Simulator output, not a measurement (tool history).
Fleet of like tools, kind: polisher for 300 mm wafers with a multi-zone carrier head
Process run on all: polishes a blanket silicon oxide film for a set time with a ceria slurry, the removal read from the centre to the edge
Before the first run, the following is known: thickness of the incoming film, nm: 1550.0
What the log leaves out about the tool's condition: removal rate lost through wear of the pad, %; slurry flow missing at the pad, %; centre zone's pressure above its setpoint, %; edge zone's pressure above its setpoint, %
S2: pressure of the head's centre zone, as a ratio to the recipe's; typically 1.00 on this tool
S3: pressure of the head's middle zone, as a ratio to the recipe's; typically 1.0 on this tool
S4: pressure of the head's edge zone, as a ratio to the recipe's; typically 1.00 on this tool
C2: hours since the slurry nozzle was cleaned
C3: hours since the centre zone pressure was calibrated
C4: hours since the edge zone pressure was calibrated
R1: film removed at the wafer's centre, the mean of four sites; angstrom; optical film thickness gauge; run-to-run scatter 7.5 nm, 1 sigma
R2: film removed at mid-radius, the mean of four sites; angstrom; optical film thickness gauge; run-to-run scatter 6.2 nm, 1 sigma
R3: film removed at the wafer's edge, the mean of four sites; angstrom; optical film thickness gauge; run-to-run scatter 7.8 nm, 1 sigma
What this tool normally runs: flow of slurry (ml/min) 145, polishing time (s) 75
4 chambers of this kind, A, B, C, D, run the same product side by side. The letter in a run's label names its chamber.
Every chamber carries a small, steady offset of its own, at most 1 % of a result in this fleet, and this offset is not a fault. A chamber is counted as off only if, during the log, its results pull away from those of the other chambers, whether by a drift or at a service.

{"run": "1C", "day": 0.296, "flow of slurry (ml/min)": 145, "S2": 1.0, "S3": 1.0, "S4": 1.0, "polishing time (s)": 75, "wafers polished on this pad": 393, "C2": 433.2, "C3": 1016.0, "C4": 367.1, "R1": 5209.7, "R2": 5246.5, "R3": 5216.2}
{"run": "2D", "day": 0.521, "flow of slurry (ml/min)": 145, "S2": 1.0, "S3": 1.0, "S4": 1.0, "polishing time (s)": 75, "wafers polished on this pad": 170, "C2": 313.9, "C3": 245.5, "C4": 388.3, "R1": 5358.4, "R2": 5325.4, "R3": 5310.4}
{"run": "3B", "day": 0.733, "flow of slurry (ml/min)": 145, "S2": 1.0, "S3": 1.0, "S4": 1.0, "polishing time (s)": 75, "wafers polished on this pad": 1293, "C2": 76.1, "C3": 38.6, "C4": 78.7, "R1": 5323.5, "R2": 5269.7, "R3": 5159.8}
{"run": "4A", "day": 0.875, "flow of slurry (ml/min)": 145, "S2": 1.0, "S3": 1.0, "S4": 1.0, "polishing time (s)": 75, "wafers polished on this pad": 650, "C2": 445.3, "C3": 1274.7, "C4": 197.8, "R1": 5275.8, "R2": 5263.1, "R3": 5344.0}
{"run": "5C", "day": 1.104, "flow of slurry (ml/min)": 145, "S2": 1.0, "S3": 1.0, "S4": 1.0, "polishing time (s)": 75, "wafers polished on this pad": 623, "C2": 452.6, "C3": 1035.4, "C4": 386.5, "R1": 5315.6, "R2": 5311.9, "R3": 5353.5}
{"day": 1.179, "done": "chamber B: worn pad replaced by a new one"}
{"run": "6B", "day": 1.383, "flow of slurry (ml/min)": 145, "S2": 1.0, "S3": 1.0, "S4": 1.0, "polishing time (s)": 75, "wafers polished on this pad": 59, "C2": 91.7, "C3": 54.2, "C4": 94.3, "R1": 5069.3, "R2": 5319.9, "R3": 5292.6}
{"run": "7D", "day": 1.529, "flow of slurry (ml/min)": 145, "S2": 1.0, "S3": 1.0, "S4": 1.0, "polishing time (s)": 75, "wafers polished on this pad": 458, "C2": 338.1, "C3": 269.7, "C4": 412.5, "R1": 5136.6, "R2": 5370.4, "R3": 5369.4}
{"day": 1.688, "done": "chamber C: worn pad replaced by a new one"}
{"run": "8A", "day": 1.746, "flow of slurry (ml/min)": 145, "S2": 1.0, "S3": 1.0, "S4": 1.0, "polishing time (s)": 75, "wafers polished on this pad": 898, "C2": 466.2, "C3": 1295.6, "C4": 218.7, "R1": 5190.0, "R2": 5135.3, "R3": 5167.3}
{"run": "9A", "day": 1.917, "flow of slurry (ml/min)": 145, "S2": 1.0, "S3": 1.0, "S4": 1.09, "polishing time (s)": 75, "wafers polished on this pad": 947, "C2": 470.3, "C3": 1299.7, "C4": 222.8, "R1": 5154.0, "R2": 5153.7, "R3": 5514.9}
{"day": 2.1, "done": "chamber D: worn pad replaced by a new one"}
{"day": 2.104, "done": "chamber A: worn pad replaced by a new one"}
{"run": "10B", "day": 2.221, "flow of slurry (ml/min)": 145, "S2": 1.0, "S3": 1.0, "S4": 1.09, "polishing time (s)": 75, "wafers polished on this pad": 297, "C2": 111.8, "C3": 74.3, "C4": 114.4, "R1": 5305.6, "R2": 5300.1, "R3": 5519.8}
{"run": "11D", "day": 2.529, "flow of slurry (ml/min)": 145, "S2": 1.0, "S3": 1.0, "S4": 1.09, "polishing time (s)": 75, "wafers polished on this pad": 123, "C2": 362.1, "C3": 293.7, "C4": 436.5, "R1": 5220.4, "R2": 5346.3, "R3": 5428.4}
{"run": "12C", "day": 2.842, "flow of slurry (ml/min)": 145, "S2": 1.0, "S3": 1.0, "S4": 1.09, "polishing time (s)": 75, "wafers polished on this pad": 329, "C2": 494.3, "C3": 1077.1, "C4": 428.2, "R1": 5353.4, "R2": 5231.1, "R3": 5464.7}
{"run": "13A", "day": 3.083, "flow of slurry (ml/min)": 145, "S2": 1.0, "S3": 1.0, "S4": 1.0, "polishing time (s)": 75, "wafers polished on this pad": 279, "C2": 498.3, "C3": 1327.7, "C4": 250.8, "R1": 5156.5, "R2": 5015.6, "R3": 5105.6}
{"run": "14B", "day": 3.225, "flow of slurry (ml/min)": 145, "S2": 1.0, "S3": 1.0, "S4": 1.0, "polishing time (s)": 75, "wafers polished on this pad": 584, "C2": 135.9, "C3": 98.4, "C4": 138.5, "R1": 5371.2, "R2": 5347.1, "R3": 5315.4}
{"run": "15C", "day": 3.512, "flow of slurry (ml/min)": 145, "S2": 1.0, "S3": 1.0, "S4": 1.0, "polishing time (s)": 75, "wafers polished on this pad": 520, "C2": 510.4, "C3": 1093.2, "C4": 444.3, "R1": 5239.1, "R2": 5340.6, "R3": 5215.5}
{"day": 3.525, "done": "chamber C: edge zone pressure recalibrated"}
{"day": 3.812, "done": "chamber D: worn pad replaced by a new one"}
{"run": "16D", "day": 3.812, "flow of slurry (ml/min)": 145, "S2": 1.0, "S3": 1.1, "S4": 1.0, "polishing time (s)": 75, "wafers polished on this pad": 0, "C2": 392.9, "C3": 324.5, "C4": 467.3, "R1": 5342.8, "R2": 5674.3, "R3": 5312.1}
{"run": "17B", "day": 4.058, "flow of slurry (ml/min)": 145, "S2": 1.0, "S3": 1.1, "S4": 1.0, "polishing time (s)": 75, "wafers polished on this pad": 822, "C2": 155.9, "C3": 118.4, "C4": 158.5, "R1": 5146.2, "R2": 5700.1, "R3": 5218.8}
{"run": "18C", "day": 4.208, "flow of slurry (ml/min)": 145, "S2": 1.0, "S3": 1.1, "S4": 1.0, "polishing time (s)": 75, "wafers polished on this pad": 719, "C2": 527.1, "C3": 1109.9, "C4": 16.4, "R1": 5277.7, "R2": 5838.8, "R3": 5124.2}
{"run": "19A", "day": 4.529, "flow of slurry (ml/min)": 145, "S2": 1.0, "S3": 1.1, "S4": 1.0, "polishing time (s)": 75, "wafers polished on this pad": 692, "C2": 533.0, "C3": 1362.4, "C4": 285.5, "R1": 4914.2, "R2": 5400.3, "R3": 5092.9}
{"run": "20D", "day": 4.688, "flow of slurry (ml/min)": 145, "S2": 1.0, "S3": 1.0, "S4": 1.0, "polishing time (s)": 75, "wafers polished on this pad": 250, "C2": 413.9, "C3": 345.5, "C4": 488.3, "R1": 5231.1, "R2": 5345.6, "R3": 5257.7}
{"run": "21C", "day": 4.883, "flow of slurry (ml/min)": 145, "S2": 0.9, "S3": 1.0, "S4": 0.96, "polishing time (s)": 75, "wafers polished on this pad": 911, "C2": 543.3, "C3": 1126.1, "C4": 32.6, "R1": 4683.2, "R2": 5329.4, "R3": 5166.2}
{"run": "22A", "day": 5.175, "flow of slurry (ml/min)": 145, "S2": 0.9, "S3": 1.0, "S4": 0.96, "polishing time (s)": 75, "wafers polished on this pad": 876, "C2": 548.5, "C3": 1377.9, "C4": 301.0, "R1": 4239.7, "R2": 4824.7, "R3": 4839.0}
{"run": "23B", "day": 5.379, "flow of slurry (ml/min)": 145, "S2": 0.9, "S3": 1.0, "S4": 0.96, "polishing time (s)": 75, "wafers polished on this pad": 1198, "C2": 187.6, "C3": 150.1, "C4": 190.2, "R1": 4560.8, "R2": 5194.0, "R3": 5149.5}
{"day": 5.533, "done": "chamber D: worn pad replaced by a new one"}
{"run": "24D", "day": 5.558, "flow of slurry (ml/min)": 145, "S2": 0.9, "S3": 1.0, "S4": 0.96, "polishing time (s)": 75, "wafers polished on this pad": 8, "C2": 434.8, "C3": 366.4, "C4": 509.2, "R1": 4784.4, "R2": 5320.4, "R3": 5213.7}
{"run": "25A", "day": 5.85, "flow of slurry (ml/min)": 145, "S2": 1.0, "S3": 1.0, "S4": 1.0, "polishing time (s)": 75, "wafers polished on this pad": 1068, "C2": 564.7, "C3": 1394.1, "C4": 317.2, "R1": 4590.7, "R2": 4826.3, "R3": 5040.4}

What goes on in this fleet: one chamber off, a drifting gauge, or nothing beyond the chambers' own small offsets? Name the chamber and the cause, if any.

It is chamber A that slowly wanders off from its peers.
Cause: slurry flow missing at the pad, % = 34.9.

Here are 4 candidates for chamber A's next run, each the usual settings with a change, their results left as question marks. Which one brings its results back in line with what the others give on the usual settings?
Counts as in line when no further than this from what the other chambers average on the usual settings: R1 260.0 angstrom; R2 220.0 angstrom; R3 270.0 angstrom
{"run": "26A-1", "day": 6.083, "flow of slurry (ml/min)": 135, "S2": 0.98, "S3": 0.98, "S4": 1.02, "polishing time (s)": 70, "R1": "?", "R2": "?", "R3": "?"}
{"run": "26A-2", "day": 6.083, "flow of slurry (ml/min)": 145, "S2": 0.99, "S3": 0.99, "S4": 1.01, "polishing time (s)": 74, "R1": "?", "R2": "?", "R3": "?"}
{"run": "26A-3", "day": 6.083, "flow of slurry (ml/min)": 155, "S2": 1.02, "S3": 1.02, "S4": 0.98, "polishing time (s)": 80, "R1": "?", "R2": "?", "R3": "?"}
{"run": "26A-4", "day": 6.083, "flow of slurry (ml/min)": 145, "S2": 1.01, "S3": 1.01, "S4": 0.99, "polishing time (s)": 76, "R1": "?", "R2": "?", "R3": "?"}

Usual-settings mean across the other chambers: R1 5266.2 angstrom; R2 5261.0 angstrom; R3 5254.8 angstrom
run=26A-1 R1=4168.6 R2=4253.3 R3=4511.9
run=26A-2 R1=4570.5 R2=4638.4 R3=4813.1
run=26A-3 R1=5218.4 R2=5253.3 R3=5184.6
run=26A-4 R1=4797.4 R2=4852.2 R3=4889.5
With 26A-3, the chamber falls back in line with the rest.
